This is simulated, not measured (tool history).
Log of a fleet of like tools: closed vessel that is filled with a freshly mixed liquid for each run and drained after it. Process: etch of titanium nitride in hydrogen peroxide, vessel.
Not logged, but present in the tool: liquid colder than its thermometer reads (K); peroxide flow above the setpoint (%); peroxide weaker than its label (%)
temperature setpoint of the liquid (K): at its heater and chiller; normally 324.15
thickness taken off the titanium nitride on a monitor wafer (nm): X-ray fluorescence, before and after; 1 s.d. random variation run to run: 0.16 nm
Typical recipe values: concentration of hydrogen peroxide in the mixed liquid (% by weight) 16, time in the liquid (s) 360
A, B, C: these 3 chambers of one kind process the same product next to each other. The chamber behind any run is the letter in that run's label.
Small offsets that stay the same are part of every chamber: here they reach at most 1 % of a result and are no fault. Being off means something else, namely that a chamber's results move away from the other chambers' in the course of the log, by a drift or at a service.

run,hour,temperature setpoint of the liquid (K),concentration of hydrogen peroxide in the mixed liquid (% by weight),time in the liquid (s),hours since the thermometer was replaced,hours since the peroxide flow meter was replaced,hours since the drum of peroxide was connected,"read-back film thickness of the titanium nitride reference wafer, read on the same gauge (nm)",thickness taken off the titanium nitride on a monitor wafer (nm)
1B,11.8,324.15,16,360,1103.1,1091.2,728.8,39.984,21.276
2C,20.8,324.15,16,360,1086.9,317.6,501.5,40.005,21.371
3A,32.3,324.15,16,360,133.8,1457.3,161.3,39.983,21.353
4A,41.6,324.15,16,360,143.1,1466.6,170.6,40.003,21.319
5C,49.2,324.15,18,360,1115.3,346,529.9,39.965,21.677
6B,56.2,324.15,18,360,1147.5,1135.6,773.2,39.992,21.82
7B,64.8,324.15,18,360,1156.1,1144.2,781.8,39.994,21.903
# hour 74.3: chamber B: new drum of peroxide connected
8C,75,324.15,16,360,1141.1,371.8,555.7,40.027,21.045
9A,81.4,324.15,16,360,182.9,1506.4,210.4,39.982,21.201
10B,88.2,324.15,16,360,1179.5,1167.6,13.9,39.987,21.279
11A,94.7,324.15,16,360,196.2,1519.7,223.7,40.008,21.183
12C,103.7,324.15,16,360,1169.8,400.5,584.4,40.002,21.189
13A,109.1,324.15,16,360,210.6,1534.1,238.1,39.999,21.216
14B,118.3,324.15,12,360,1209.6,1197.7,44,39.996,20.434
15C,124.4,324.15,12,360,1190.5,421.2,605.1,39.968,20.064
16B,136.2,324.15,12,360,1227.5,1215.6,61.9,39.975,20.22
17C,143.4,324.15,16,360,1209.5,440.2,624.1,39.992,21.451
# hour 145.8: chamber C: peroxide flow meter replaced
18A,153.5,324.15,16,360,255,1578.5,282.5,40.017,21.276
19B,160.4,324.15,16,360,1251.7,1239.8,86.1,40.028,21.464
20C,170.9,324.15,16,360,1237,25.1,651.6,39.983,21.424
21A,182.4,324.15,16,360,283.9,1607.4,311.4,39.992,21.293
22B,191.1,324.15,16,360,1282.4,1270.5,116.8,40.001,21.008
23C,201.9,324.15,16,360,1268,56.1,682.6,39.972,21.329
24A,210.3,324.15,16,360,311.8,1635.3,339.3,39.995,21.213
25B,222.1,324.15,13,480,1313.4,1301.5,147.8,39.982,26.551
26C,227.6,324.15,13,480,1293.7,81.8,708.3,40.013,27.298
27A,233.7,324.15,13,480,335.2,1658.7,362.7,40.025,26.63
# hour 236.1: chamber A: peroxide flow meter replaced
28A,242.7,324.15,16,435,344.2,6.6,371.7,39.988,25.742
# hour 242.9: chamber C: thermometer replaced
29C,252.4,324.15,16,435,9.5,106.6,733.1,39.988,25.892
30B,263.3,324.15,16,435,1354.6,1342.7,189,39.969,25.219
31A,270.8,324.15,16,360,372.3,34.7,399.8,40.009,21.127
32B,276.4,324.15,16,360,1367.7,1355.8,202.1,40.05,20.723
33C,282.6,324.15,16,360,39.7,136.8,763.3,39.992,21.554
34B,293.2,324.15,16,360,1384.5,1372.6,218.9,39.994,20.975
35C,300.8,324.15,12.5,360,57.9,155,781.5,39.974,20.263
36A,313.5,324.15,12.5,360,415,77.4,442.5,39.977,20.373
37B,322,324.15,12.5,360,1413.3,1401.4,247.7,39.995,19.619
38C,331.6,324.15,16,270,88.7,185.8,812.3,39.992,16.227
39A,342.5,324.15,16,270,444,106.4,471.5,40.025,16.042
40C,351.1,324.15,16,270,108.2,205.3,831.8,40.032,16.073

Is one chamber out of step, is the gauge drifting, or do the chambers differ by no more than their own small offsets? For an off chamber, give its letter and the likeliest cause.

It is chamber B that slowly wanders off from its peers.
Likeliest cause: liquid colder than its thermometer reads (K) = 0.673.

Chamber B could run next with any of the 4 candidate recipes listed below; each alters the usual settings, and their results appear as question marks. Which one brings its results back in line with what the other chambers deliver on the usual settings?
In-line tolerance around the mean of the other chambers on the usual settings: thickness taken off the titanium nitride on a monitor wafer (nm) 0.55
41B-1,360.1,324.15,16,375,,,,,?
41B-2,360.1,323.65,16,355,,,,,?
41B-3,360.1,324.15,16,395,,,,,?
41B-4,360.1,324.15,16,325,,,,,?

The other chambers' mean on the usual settings: thickness taken off the titanium nitride on a monitor wafer (nm) 21.36
run,thickness taken off the titanium nitride on a monitor wafer (nm)
41B-1,21.092
41B-2,19.259
41B-3,22.217
41B-4,18.279
41B-1 is the one that brings the chamber's results back in line with the other chambers.
